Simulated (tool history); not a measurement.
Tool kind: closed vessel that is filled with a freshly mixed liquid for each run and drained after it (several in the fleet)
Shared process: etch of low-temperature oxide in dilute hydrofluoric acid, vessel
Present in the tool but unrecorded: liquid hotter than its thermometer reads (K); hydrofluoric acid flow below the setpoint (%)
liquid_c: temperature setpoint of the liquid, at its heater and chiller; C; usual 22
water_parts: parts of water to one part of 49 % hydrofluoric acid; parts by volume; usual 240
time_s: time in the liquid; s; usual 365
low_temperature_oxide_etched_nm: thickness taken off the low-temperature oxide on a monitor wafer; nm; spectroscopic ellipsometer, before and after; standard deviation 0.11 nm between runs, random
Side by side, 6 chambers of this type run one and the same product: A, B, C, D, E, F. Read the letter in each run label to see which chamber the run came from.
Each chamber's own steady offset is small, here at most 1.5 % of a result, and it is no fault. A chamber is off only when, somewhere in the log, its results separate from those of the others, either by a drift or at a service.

run	hour	liquid_c	water_parts	time_s	hours since the thermometer was replaced	hours since the hydrofluoric acid flow meter was replaced	read-back film thickness of the low-temperature oxide reference wafer, read on the same gauge (nm)	low_temperature_oxide_etched_nm
1D	10.7	22	240	365	1578.8	450.5	119.97	15.457
2E	21.2	22	240	365	1008.8	1072.5	119.97	15.479
3F	33.1	22	240	365	1716.5	232	120.02	15.709
4B	41.2	22	240	365	795.6	646.2	120	15.736
5C	48	22	240	365	780.1	1053.1	120.02	15.773
6A	61.7	22	240	215	74.6	315.8	119.98	9.2073
7C	71.6	22	240	215	803.7	1076.7	120	9.2713
8A	85.8	22	240	215	98.7	339.9	120.02	9.2893
# hour 97.8: chamber C: thermometer replaced
9D	97.9	22	240	215	1666	537.7	119.97	9.1999
# hour 107.5: chamber A: hydrofluoric acid flow meter replaced
10F	108.9	22	240	215	1792.3	307.8	120.03	9.2719
11E	118.4	22	240	215	1106	1169.7	120.05	9.2534
12B	126.9	22	240	365	881.3	731.9	120.07	15.778
# hour 131.4: chamber F: thermometer replaced
13A	136	22	240	365	148.9	28.5	120.01	15.672
14B	150.1	22	140	365	904.5	755.1	119.97	29.535
15D	164.7	22	140	365	1732.8	604.5	119.99	29.128
16F	178.9	22	140	365	47.6	377.8	120.02	29.712
17E	189.6	22	140	365	1177.2	1240.9	119.97	30.613
18C	200.1	22	140	365	102.4	1205.2	119.96	29.531
19A	210.9	22	140	365	223.8	103.4	120.01	29.835
20B	217.8	22	240	365	972.2	822.8	120.03	15.927
21C	233.2	22	240	365	135.5	1238.3	119.97	15.706
22D	240.2	22	240	365	1808.3	680	119.93	15.255
23F	252.2	22	240	365	120.9	451.1	120	15.643
24E	263.6	22	240	365	1251.2	1314.9	120.01	15.688
25F	272.9	22	240	365	141.6	471.8	120	15.63
26A	281.7	19.5	290	365	294.6	174.2	119.97	11.321
27E	294.2	19.5	290	365	1281.8	1345.5	120.05	11.243
28C	309.3	19.5	290	365	211.6	1314.4	120.01	11.541
29D	320	19.5	290	365	1888.1	759.8	119.96	10.812
30B	335.6	19.5	290	365	1090	940.6	120.02	11.378
31C	348.8	19.5	290	365	251.1	1353.9	119.98	11.38
32E	361.7	22	240	365	1349.3	1413	119.95	15.695
33D	373.8	22	240	365	1941.9	813.6	119.96	14.927
34F	380.9	22	240	365	249.6	579.8	119.98	15.804
35B	393.2	22	240	240	1147.6	998.2	119.99	10.47
36A	401.9	22	240	240	414.8	294.4	120.02	10.463
37E	414.3	22	240	240	1401.9	1465.6	120.04	10.293
38B	423	22	240	240	1177.4	1028	119.98	10.418
39F	437.1	22	240	240	305.8	636	119.95	10.283
40A	449.8	22	240	240	462.7	342.3	120.03	10.48
41D	465.5	22	240	365	2033.6	905.3	119.98	14.269

Is one chamber off against the others, does the gauge drift, or is nothing wrong? If a chamber is off, say which, and what the likeliest cause is.

It is chamber D that slowly wanders off from its peers.
Cause: hydrofluoric acid flow below the setpoint (%) = 5.44.
Not necessarily distinguishable in this log from: liquid colder than its thermometer reads (K).

Chamber D could run next with any of the 4 candidate recipes listed below; each alters the usual settings, and their results appear as question marks. Which one brings its results back in line with what the other chambers deliver on the usual settings?
In line means no further than this from the other chambers' mean on the usual settings: low_temperature_oxide_etched_nm 0.37 nm
42D-1	476.9	21.5	240	365				?
42D-2	476.9	24	240	365				?
42D-3	476.9	22	255	365				?
42D-4	476.9	22	240	375				?

The other chambers' mean on the usual settings: low_temperature_oxide_etched_nm 15.71 nm
run	low_temperature_oxide_etched_nm
42D-1	14.272
42D-2	15.603
42D-3	13.483
42D-4	14.929
The right change is 42D-2: it brings the chamber back within the allowed miss of the others.
